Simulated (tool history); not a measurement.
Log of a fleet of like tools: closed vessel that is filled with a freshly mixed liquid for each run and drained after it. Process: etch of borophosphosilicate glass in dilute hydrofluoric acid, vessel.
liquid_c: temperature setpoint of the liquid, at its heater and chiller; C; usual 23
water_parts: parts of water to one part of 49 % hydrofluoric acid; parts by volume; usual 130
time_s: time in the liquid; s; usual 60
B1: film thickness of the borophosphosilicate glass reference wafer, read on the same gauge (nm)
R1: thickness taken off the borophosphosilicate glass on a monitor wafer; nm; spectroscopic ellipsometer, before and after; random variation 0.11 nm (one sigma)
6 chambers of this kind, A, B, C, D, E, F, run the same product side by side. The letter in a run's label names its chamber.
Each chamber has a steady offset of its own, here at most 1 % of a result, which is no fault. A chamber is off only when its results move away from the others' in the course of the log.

{"run": "1D", "day": 0.375, "liquid_c": 23, "water_parts": 130, "time_s": 60, "B1": 119.99, "R1": 36.934}
{"run": "2E", "day": 0.562, "liquid_c": 23, "water_parts": 130, "time_s": 60, "B1": 119.99, "R1": 36.973}
{"run": "3F", "day": 0.946, "liquid_c": 23, "water_parts": 130, "time_s": 60, "B1": 120, "R1": 37.011}
{"run": "4B", "day": 1.321, "liquid_c": 23, "water_parts": 130, "time_s": 60, "B1": 119.99, "R1": 36.89}
{"run": "5C", "day": 1.508, "liquid_c": 23, "water_parts": 130, "time_s": 60, "B1": 120.02, "R1": 37.018}
{"run": "6A", "day": 1.758, "liquid_c": 20, "water_parts": 90, "time_s": 60, "B1": 119.96, "R1": 50.113}
{"run": "7F", "day": 2.125, "liquid_c": 20, "water_parts": 90, "time_s": 60, "B1": 119.99, "R1": 50.071}
{"run": "8A", "day": 2.521, "liquid_c": 20, "water_parts": 90, "time_s": 60, "B1": 120, "R1": 50.258}
{"run": "9E", "day": 2.829, "liquid_c": 20, "water_parts": 90, "time_s": 60, "B1": 120, "R1": 49.675}
{"run": "10B", "day": 3.233, "liquid_c": 20, "water_parts": 90, "time_s": 60, "B1": 120.02, "R1": 49.406}
{"run": "11D", "day": 3.479, "liquid_c": 20, "water_parts": 90, "time_s": 60, "B1": 119.98, "R1": 49.271}
{"run": "12C", "day": 3.746, "liquid_c": 23, "water_parts": 130, "time_s": 60, "B1": 120.01, "R1": 36.919}
{"run": "13C", "day": 4.058, "liquid_c": 23, "water_parts": 110, "time_s": 60, "B1": 120, "R1": 44.888}
{"run": "14B", "day": 4.458, "liquid_c": 23, "water_parts": 110, "time_s": 60, "B1": 119.99, "R1": 44.756}
{"run": "15D", "day": 4.846, "liquid_c": 23, "water_parts": 110, "time_s": 60, "B1": 120.02, "R1": 44.611}
{"run": "16A", "day": 5.125, "liquid_c": 23, "water_parts": 110, "time_s": 60, "B1": 119.99, "R1": 45.501}
{"run": "17E", "day": 5.462, "liquid_c": 23, "water_parts": 110, "time_s": 60, "B1": 120, "R1": 44.931}
{"run": "18F", "day": 5.704, "liquid_c": 23, "water_parts": 110, "time_s": 60, "B1": 119.99, "R1": 45.049}
{"run": "19B", "day": 6.008, "liquid_c": 23, "water_parts": 130, "time_s": 60, "B1": 120.02, "R1": 36.985}
{"day": 6.133, "done": "chamber D: thermometer replaced"}
{"run": "20E", "day": 6.346, "liquid_c": 23, "water_parts": 130, "time_s": 60, "B1": 119.97, "R1": 37.093}
{"run": "21C", "day": 6.658, "liquid_c": 23, "water_parts": 130, "time_s": 60, "B1": 119.99, "R1": 37.08}
{"run": "22A", "day": 7.008, "liquid_c": 23, "water_parts": 130, "time_s": 60, "B1": 119.98, "R1": 37.673}
{"run": "23F", "day": 7.371, "liquid_c": 23, "water_parts": 130, "time_s": 60, "B1": 119.99, "R1": 37.199}
{"run": "24D", "day": 7.762, "liquid_c": 23, "water_parts": 130, "time_s": 60, "B1": 120.02, "R1": 37.053}
{"run": "25E", "day": 8.188, "liquid_c": 23, "water_parts": 130, "time_s": 60, "B1": 120, "R1": 36.991}
{"run": "26B", "day": 8.429, "liquid_c": 23, "water_parts": 130, "time_s": 60, "B1": 120.01, "R1": 36.975}
{"run": "27F", "day": 8.717, "liquid_c": 23, "water_parts": 130, "time_s": 60, "B1": 119.98, "R1": 37.37}
{"run": "28D", "day": 9.146, "liquid_c": 23, "water_parts": 130, "time_s": 60, "B1": 120.03, "R1": 37.146}
{"run": "29C", "day": 9.471, "liquid_c": 23, "water_parts": 130, "time_s": 60, "B1": 120.02, "R1": 36.986}
{"run": "30A", "day": 9.896, "liquid_c": 23, "water_parts": 130, "time_s": 60, "B1": 120, "R1": 38.474}
{"run": "31E", "day": 10.108, "liquid_c": 23, "water_parts": 130, "time_s": 60, "B1": 119.99, "R1": 37.069}
{"run": "32D", "day": 10.362, "liquid_c": 23, "water_parts": 130, "time_s": 60, "B1": 120.01, "R1": 36.758}
{"run": "33A", "day": 10.683, "liquid_c": 23, "water_parts": 130, "time_s": 60, "B1": 119.97, "R1": 38.303}
{"run": "34C", "day": 10.95, "liquid_c": 23, "water_parts": 130, "time_s": 60, "B1": 119.96, "R1": 36.94}
{"run": "35F", "day": 11.146, "liquid_c": 23, "water_parts": 130, "time_s": 60, "B1": 120, "R1": 37.063}
{"run": "36B", "day": 11.504, "liquid_c": 23, "water_parts": 130, "time_s": 60, "B1": 119.99, "R1": 37.071}

Next, every chamber runs the same settings. What will each give?
{"run": "37A", "day": 11.812, "liquid_c": 23, "water_parts": 130, "time_s": 60, "R1": "?"}
{"run": "37B", "day": 11.812, "liquid_c": 23, "water_parts": 130, "time_s": 60, "R1": "?"}
{"run": "37C", "day": 11.812, "liquid_c": 23, "water_parts": 130, "time_s": 60, "R1": "?"}
{"run": "37D", "day": 11.812, "liquid_c": 23, "water_parts": 130, "time_s": 60, "R1": "?"}
{"run": "37E", "day": 11.812, "liquid_c": 23, "water_parts": 130, "time_s": 60, "R1": "?"}
{"run": "37F", "day": 11.812, "liquid_c": 23, "water_parts": 130, "time_s": 60, "R1": "?"}

run=37A R1=38.654
run=37B R1=37.021
run=37C R1=37.122
run=37D R1=36.907
run=37E R1=37.038
run=37F R1=37.221
